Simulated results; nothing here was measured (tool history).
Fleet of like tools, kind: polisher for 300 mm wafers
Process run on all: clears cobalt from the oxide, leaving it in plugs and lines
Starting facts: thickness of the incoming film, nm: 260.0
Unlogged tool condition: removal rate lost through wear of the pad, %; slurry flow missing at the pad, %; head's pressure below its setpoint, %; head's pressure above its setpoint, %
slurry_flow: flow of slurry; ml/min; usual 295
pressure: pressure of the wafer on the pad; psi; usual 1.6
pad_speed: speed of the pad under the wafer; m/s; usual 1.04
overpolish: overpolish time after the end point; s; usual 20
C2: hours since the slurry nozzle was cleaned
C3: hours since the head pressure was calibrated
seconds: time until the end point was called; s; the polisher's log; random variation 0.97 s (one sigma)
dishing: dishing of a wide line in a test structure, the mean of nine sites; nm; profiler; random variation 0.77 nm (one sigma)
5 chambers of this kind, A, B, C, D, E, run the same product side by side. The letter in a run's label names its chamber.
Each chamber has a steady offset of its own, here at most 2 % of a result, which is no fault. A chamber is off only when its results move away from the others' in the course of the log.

run 1E day=0.133 | slurry_flow=295 pressure=1.6 pad_speed=1.04 overpolish=20 | wafers_polished_on_this_pad=459 C2=317.3 C3=30.2 | seconds=65.348 dishing=42.742
run 2A day=0.304 | slurry_flow=295 pressure=1.6 pad_speed=1.04 overpolish=20 | wafers_polished_on_this_pad=77 C2=441.1 C3=187.6 | seconds=64.852 dishing=44.731
run 3D day=0.412 | slurry_flow=295 pressure=1.6 pad_speed=1.04 overpolish=20 | wafers_polished_on_this_pad=235 C2=192.1 C3=73.9 | seconds=65.771 dishing=44.348
-- day=0.592 chamber E: worn pad replaced by a new one
run 4B day=0.604 | slurry_flow=295 pressure=1.6 pad_speed=1.04 overpolish=20 | wafers_polished_on_this_pad=706 C2=708.7 C3=206.4 | seconds=64.466 dishing=44.086
run 5C day=0.750 | slurry_flow=295 pressure=1.6 pad_speed=1.04 overpolish=20 | wafers_polished_on_this_pad=577 C2=200.0 C3=485.3 | seconds=67.092 dishing=43.533
run 6E day=0.904 | slurry_flow=295 pressure=1.6 pad_speed=1.04 overpolish=20 | wafers_polished_on_this_pad=65 C2=335.8 C3=48.7 | seconds=65.066 dishing=43.195
run 7C day=1.054 | slurry_flow=390 pressure=1.6 pad_speed=1.04 overpolish=10 | wafers_polished_on_this_pad=640 C2=207.3 C3=492.6 | seconds=63.984 dishing=29.865
-- day=1.100 chamber C: worn pad replaced by a new one
run 8A day=1.271 | slurry_flow=390 pressure=1.6 pad_speed=1.04 overpolish=10 | wafers_polished_on_this_pad=278 C2=464.3 C3=210.8 | seconds=64.082 dishing=28.968
run 9D day=1.400 | slurry_flow=390 pressure=1.6 pad_speed=1.04 overpolish=10 | wafers_polished_on_this_pad=440 C2=215.8 C3=97.6 | seconds=63.192 dishing=30.075
-- day=1.450 chamber B: worn pad replaced by a new one
run 10B day=1.642 | slurry_flow=390 pressure=1.6 pad_speed=1.04 overpolish=10 | wafers_polished_on_this_pad=40 C2=733.6 C3=231.3 | seconds=64.209 dishing=29.646
-- day=1.679 chamber E: slurry nozzle cleaned
run 11D day=1.800 | slurry_flow=390 pressure=1.6 pad_speed=1.04 overpolish=10 | wafers_polished_on_this_pad=524 C2=225.4 C3=107.2 | seconds=63.748 dishing=29.157
-- day=1.879 chamber C: slurry nozzle cleaned
run 12A day=1.962 | slurry_flow=295 pressure=1.6 pad_speed=1.04 overpolish=20 | wafers_polished_on_this_pad=422 C2=480.9 C3=227.4 | seconds=64.340 dishing=44.532
-- day=2.046 chamber A: worn pad replaced by a new one
run 13E day=2.142 | slurry_flow=295 pressure=1.6 pad_speed=1.04 overpolish=20 | wafers_polished_on_this_pad=322 C2=11.2 C3=78.4 | seconds=66.008 dishing=43.483
run 14C day=2.267 | slurry_flow=295 pressure=1.6 pad_speed=1.04 overpolish=20 | wafers_polished_on_this_pad=243 C2=9.4 C3=521.7 | seconds=65.411 dishing=42.010
run 15B day=2.429 | slurry_flow=295 pressure=1.6 pad_speed=1.04 overpolish=20 | wafers_polished_on_this_pad=203 C2=752.5 C3=250.2 | seconds=65.666 dishing=42.943
run 16C day=2.658 | slurry_flow=295 pressure=1.6 pad_speed=1.04 overpolish=20 | wafers_polished_on_this_pad=324 C2=18.8 C3=531.1 | seconds=65.111 dishing=43.345
run 17E day=2.833 | slurry_flow=295 pressure=1.6 pad_speed=1.04 overpolish=20 | wafers_polished_on_this_pad=466 C2=27.8 C3=95.0 | seconds=65.219 dishing=42.468
run 18D day=3.021 | slurry_flow=240 pressure=1.6 pad_speed=1.04 overpolish=24 | wafers_polished_on_this_pad=777 C2=254.7 C3=136.5 | seconds=66.916 dishing=46.414
run 19B day=3.200 | slurry_flow=240 pressure=1.6 pad_speed=1.04 overpolish=24 | wafers_polished_on_this_pad=364 C2=771.0 C3=268.7 | seconds=65.974 dishing=46.185
run 20A day=3.321 | slurry_flow=240 pressure=1.6 pad_speed=1.04 overpolish=24 | wafers_polished_on_this_pad=265 C2=513.5 C3=260.0 | seconds=68.713 dishing=46.056
run 21C day=3.546 | slurry_flow=240 pressure=1.6 pad_speed=1.04 overpolish=24 | wafers_polished_on_this_pad=509 C2=40.1 C3=552.4 | seconds=65.761 dishing=45.381
-- day=3.667 chamber E: worn pad replaced by a new one
run 22A day=3.754 | slurry_flow=240 pressure=1.6 pad_speed=1.04 overpolish=24 | wafers_polished_on_this_pad=355 C2=523.9 C3=270.4 | seconds=70.933 dishing=48.524
-- day=3.779 chamber D: worn pad replaced by a new one
run 23E day=3.988 | slurry_flow=295 pressure=1.6 pad_speed=1.04 overpolish=20 | wafers_polished_on_this_pad=67 C2=55.5 C3=122.7 | seconds=65.521 dishing=43.241
-- day=4.000 chamber B: slurry nozzle cleaned
run 24B day=4.204 | slurry_flow=195 pressure=1.6 pad_speed=1.04 overpolish=20 | wafers_polished_on_this_pad=572 C2=4.9 C3=292.8 | seconds=69.382 dishing=42.693
-- day=4.208 chamber A: worn pad replaced by a new one
run 25D day=4.417 | slurry_flow=195 pressure=1.6 pad_speed=1.04 overpolish=20 | wafers_polished_on_this_pad=133 C2=288.2 C3=170.0 | seconds=67.614 dishing=43.282
run 26A day=4.633 | slurry_flow=195 pressure=1.6 pad_speed=1.04 overpolish=20 | wafers_polished_on_this_pad=88 C2=545.0 C3=291.5 | seconds=71.582 dishing=42.216
-- day=4.654 chamber C: worn pad replaced by a new one
run 27C day=4.754 | slurry_flow=195 pressure=1.6 pad_speed=1.04 overpolish=20 | wafers_polished_on_this_pad=21 C2=69.1 C3=581.4 | seconds=67.609 dishing=42.815
run 28D day=4.967 | slurry_flow=195 pressure=1.6 pad_speed=1.04 overpolish=20 | wafers_polished_on_this_pad=247 C2=301.4 C3=183.2 | seconds=66.314 dishing=42.801
run 29B day=5.108 | slurry_flow=295 pressure=1.9 pad_speed=1.04 overpolish=20 | wafers_polished_on_this_pad=760 C2=26.6 C3=314.5 | seconds=55.705 dishing=46.680
run 30E day=5.246 | slurry_flow=295 pressure=1.9 pad_speed=1.04 overpolish=20 | wafers_polished_on_this_pad=328 C2=85.7 C3=152.9 | seconds=53.397 dishing=46.891
run 31C day=5.433 | slurry_flow=295 pressure=1.9 pad_speed=1.04 overpolish=20 | wafers_polished_on_this_pad=162 C2=85.4 C3=597.7 | seconds=54.939 dishing=47.916
run 32B day=5.658 | slurry_flow=295 pressure=1.9 pad_speed=1.04 overpolish=20 | wafers_polished_on_this_pad=875 C2=39.8 C3=327.7 | seconds=56.145 dishing=46.799
run 33D day=5.788 | slurry_flow=295 pressure=1.9 pad_speed=1.04 overpolish=20 | wafers_polished_on_this_pad=418 C2=321.1 C3=202.9 | seconds=54.710 dishing=48.311
-- day=6.004 chamber B: worn pad replaced by a new one
run 34E day=6.012 | slurry_flow=195 pressure=1.6 pad_speed=1.04 overpolish=20 | wafers_polished_on_this_pad=488 C2=104.1 C3=171.3 | seconds=67.660 dishing=42.941
run 35A day=6.171 | slurry_flow=195 pressure=1.6 pad_speed=1.04 overpolish=20 | wafers_polished_on_this_pad=408 C2=581.9 C3=328.4 | seconds=75.810 dishing=41.093
-- day=6.283 chamber E: worn pad replaced by a new one
run 36E day=6.338 | slurry_flow=195 pressure=1.6 pad_speed=1.04 overpolish=20 | wafers_polished_on_this_pad=11 C2=111.9 C3=179.1 | seconds=67.872 dishing=42.594
run 37C day=6.471 | slurry_flow=195 pressure=1.6 pad_speed=1.04 overpolish=20 | wafers_polished_on_this_pad=378 C2=110.3 C3=622.6 | seconds=68.582 dishing=41.561
run 38A day=6.654 | slurry_flow=195 pressure=1.6 pad_speed=1.04 overpolish=20 | wafers_polished_on_this_pad=509 C2=593.5 C3=340.0 | seconds=77.078 dishing=41.912
-- day=6.758 chamber A: worn pad replaced by a new one
run 39B day=6.796 | slurry_flow=295 pressure=1.1 pad_speed=1.04 overpolish=20 | wafers_polished_on_this_pad=164 C2=67.1 C3=355.0 | seconds=92.737 dishing=36.225
run 40D day=6.992 | slurry_flow=295 pressure=1.1 pad_speed=1.04 overpolish=20 | wafers_polished_on_this_pad=668 C2=350.0 C3=231.8 | seconds=97.081 dishing=36.815
run 41A day=7.217 | slurry_flow=295 pressure=1.1 pad_speed=1.04 overpolish=20 | wafers_polished_on_this_pad=95 C2=607.0 C3=353.5 | seconds=105.990 dishing=34.562
run 42D day=7.367 | slurry_flow=295 pressure=1.1 pad_speed=1.04 overpolish=20 | wafers_polished_on_this_pad=746 C2=359.0 C3=240.8 | seconds=96.402 dishing=37.121
run 43B day=7.529 | slurry_flow=295 pressure=1.1 pad_speed=1.04 overpolish=20 | wafers_polished_on_this_pad=317 C2=84.7 C3=372.6 | seconds=94.282 dishing=35.093
run 44E day=7.642 | slurry_flow=295 pressure=1.6 pad_speed=1.04 overpolish=20 | wafers_polished_on_this_pad=282 C2=143.2 C3=210.4 | seconds=63.358 dishing=42.488

Each of the 5 chambers runs these same settings next. Fill in every chamber's results:
run 45A day=7.821 | slurry_flow=295 pressure=1.6 pad_speed=1.04 overpolish=20 | seconds=? dishing=?
run 45B day=7.821 | slurry_flow=295 pressure=1.6 pad_speed=1.04 overpolish=20 | seconds=? dishing=?
run 45C day=7.821 | slurry_flow=295 pressure=1.6 pad_speed=1.04 overpolish=20 | seconds=? dishing=?
run 45D day=7.821 | slurry_flow=295 pressure=1.6 pad_speed=1.04 overpolish=20 | seconds=? dishing=?
run 45E day=7.821 | slurry_flow=295 pressure=1.6 pad_speed=1.04 overpolish=20 | seconds=? dishing=?

run=45A seconds=75.245 dishing=41.589
run=45B seconds=63.629 dishing=43.525
run=45C seconds=65.914 dishing=43.219
run=45D seconds=64.512 dishing=44.458
run=45E seconds=65.616 dishing=44.548

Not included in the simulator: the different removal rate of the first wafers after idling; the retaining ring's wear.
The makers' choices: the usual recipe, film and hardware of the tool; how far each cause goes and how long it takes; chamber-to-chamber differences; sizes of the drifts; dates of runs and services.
